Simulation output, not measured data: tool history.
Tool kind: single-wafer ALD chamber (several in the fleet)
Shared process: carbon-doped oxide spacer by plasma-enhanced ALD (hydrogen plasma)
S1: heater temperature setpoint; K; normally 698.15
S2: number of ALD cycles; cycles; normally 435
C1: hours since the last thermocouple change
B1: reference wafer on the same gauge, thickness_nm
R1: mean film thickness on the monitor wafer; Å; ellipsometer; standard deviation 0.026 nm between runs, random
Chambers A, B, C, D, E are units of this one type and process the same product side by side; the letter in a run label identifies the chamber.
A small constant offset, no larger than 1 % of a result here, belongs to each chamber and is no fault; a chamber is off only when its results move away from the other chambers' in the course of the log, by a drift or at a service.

{"run": "1E", "hour": 3.9, "S1": 698.15, "S2": 435, "C1": 646.8, "B1": 19.608, "R1": 199.91}
{"run": "2D", "hour": 9.7, "S1": 698.15, "S2": 435, "C1": 1754.2, "B1": 19.601, "R1": 201.39}
{"run": "3C", "hour": 15.3, "S1": 698.15, "S2": 435, "C1": 311.5, "B1": 19.61, "R1": 201.94}
{"run": "4B", "hour": 21.9, "S1": 698.15, "S2": 435, "C1": 1250.4, "B1": 19.615, "R1": 200.89}
{"run": "5A", "hour": 28.0, "S1": 698.15, "S2": 435, "C1": 544.8, "B1": 19.61, "R1": 200.47}
{"run": "6A", "hour": 34.8, "S1": 698.15, "S2": 435, "C1": 551.6, "B1": 19.617, "R1": 200.54}
{"run": "7D", "hour": 38.7, "S1": 698.15, "S2": 435, "C1": 1783.2, "B1": 19.614, "R1": 201.93}
{"run": "8C", "hour": 43.2, "S1": 698.15, "S2": 435, "C1": 339.4, "B1": 19.618, "R1": 201.41}
{"run": "9E", "hour": 49.2, "S1": 698.15, "S2": 435, "C1": 692.1, "B1": 19.621, "R1": 200.05}
{"run": "10B", "hour": 54.9, "S1": 698.15, "S2": 435, "C1": 1283.4, "B1": 19.624, "R1": 201.84}
{"run": "11A", "hour": 61.5, "S1": 698.15, "S2": 435, "C1": 578.3, "B1": 19.628, "R1": 201.27}
{"run": "12B", "hour": 65.5, "S1": 698.15, "S2": 435, "C1": 1294.0, "B1": 19.633, "R1": 201.58}
{"run": "13C", "hour": 72.5, "S1": 698.15, "S2": 435, "C1": 368.7, "B1": 19.637, "R1": 201.62}
{"run": "14D", "hour": 79.2, "S1": 698.15, "S2": 435, "C1": 1823.7, "B1": 19.64, "R1": 201.92}
{"run": "15E", "hour": 85.2, "S1": 698.15, "S2": 435, "C1": 728.1, "B1": 19.638, "R1": 200.52}
{"run": "16D", "hour": 89.5, "S1": 698.15, "S2": 435, "C1": 1834.0, "B1": 19.646, "R1": 201.82}
{"run": "17A", "hour": 95.0, "S1": 698.15, "S2": 435, "C1": 611.8, "B1": 19.648, "R1": 201.45}
{"run": "18C", "hour": 100.1, "S1": 698.15, "S2": 435, "C1": 396.3, "B1": 19.638, "R1": 202.06}
{"run": "19B", "hour": 104.8, "S1": 698.15, "S2": 435, "C1": 1333.3, "B1": 19.652, "R1": 201.52}
{"run": "20E", "hour": 112.0, "S1": 698.15, "S2": 435, "C1": 754.9, "B1": 19.651, "R1": 200.55}
{"run": "21D", "hour": 118.1, "S1": 698.15, "S2": 435, "C1": 1862.6, "B1": 19.654, "R1": 201.69}
{"run": "22C", "hour": 125.3, "S1": 698.15, "S2": 435, "C1": 421.5, "B1": 19.665, "R1": 202.45}
{"run": "23E", "hour": 129.1, "S1": 698.15, "S2": 435, "C1": 772.0, "B1": 19.665, "R1": 200.73}
{"run": "24B", "hour": 134.7, "S1": 698.15, "S2": 435, "C1": 1363.2, "B1": 19.658, "R1": 201.47}
{"run": "25A", "hour": 139.8, "S1": 698.15, "S2": 435, "C1": 656.6, "B1": 19.665, "R1": 201.44}
{"run": "26D", "hour": 143.0, "S1": 698.15, "S2": 435, "C1": 1887.5, "B1": 19.666, "R1": 202.07}
{"run": "27A", "hour": 146.7, "S1": 698.15, "S2": 435, "C1": 663.5, "B1": 19.666, "R1": 201.72}
{"run": "28E", "hour": 151.0, "S1": 698.15, "S2": 399, "C1": 793.9, "B1": 19.673, "R1": 184.23}
{"run": "29B", "hour": 155.8, "S1": 698.15, "S2": 399, "C1": 1384.3, "B1": 19.674, "R1": 185.54}
{"run": "30C", "hour": 161.9, "S1": 698.15, "S2": 399, "C1": 458.1, "B1": 19.683, "R1": 185.96}
{"run": "31E", "hour": 167.0, "S1": 698.15, "S2": 399, "C1": 809.9, "B1": 19.68, "R1": 184.29}
{"run": "32D", "hour": 171.6, "S1": 698.15, "S2": 399, "C1": 1916.1, "B1": 19.674, "R1": 185.23}
{"run": "33B", "hour": 179.0, "S1": 698.15, "S2": 435, "C1": 1407.5, "B1": 19.691, "R1": 202.08}
{"run": "34C", "hour": 182.6, "S1": 698.15, "S2": 435, "C1": 478.8, "B1": 19.684, "R1": 202.35}
{"run": "35A", "hour": 187.4, "S1": 698.15, "S2": 435, "C1": 704.2, "B1": 19.685, "R1": 201.38}
{"run": "36B", "hour": 192.7, "S1": 698.15, "S2": 435, "C1": 1421.2, "B1": 19.69, "R1": 202.62}
{"run": "37D", "hour": 197.5, "S1": 698.15, "S2": 435, "C1": 1942.0, "B1": 19.692, "R1": 202.18}
{"run": "38C", "hour": 200.9, "S1": 698.15, "S2": 435, "C1": 497.1, "B1": 19.692, "R1": 202.5}
{"run": "39A", "hour": 204.4, "S1": 707.15, "S2": 359, "C1": 721.2, "B1": 19.695, "R1": 161.82}
{"run": "40E", "hour": 209.8, "S1": 707.15, "S2": 359, "C1": 852.7, "B1": 19.7, "R1": 161.28}
{"run": "41E", "hour": 214.1, "S1": 707.15, "S2": 359, "C1": 857.0, "B1": 19.704, "R1": 161.32}

Read the log: is a single chamber off, either drifting away or since a service, is the gauge that measures every chamber drifting, or is nothing wrong beyond small per-chamber offsets? Name any odd chamber and what most likely caused it.

Gauge drift. The chambers move together only on paper, and none stands off.
Likeliest cause: gauge reads high (%) = 0.53.

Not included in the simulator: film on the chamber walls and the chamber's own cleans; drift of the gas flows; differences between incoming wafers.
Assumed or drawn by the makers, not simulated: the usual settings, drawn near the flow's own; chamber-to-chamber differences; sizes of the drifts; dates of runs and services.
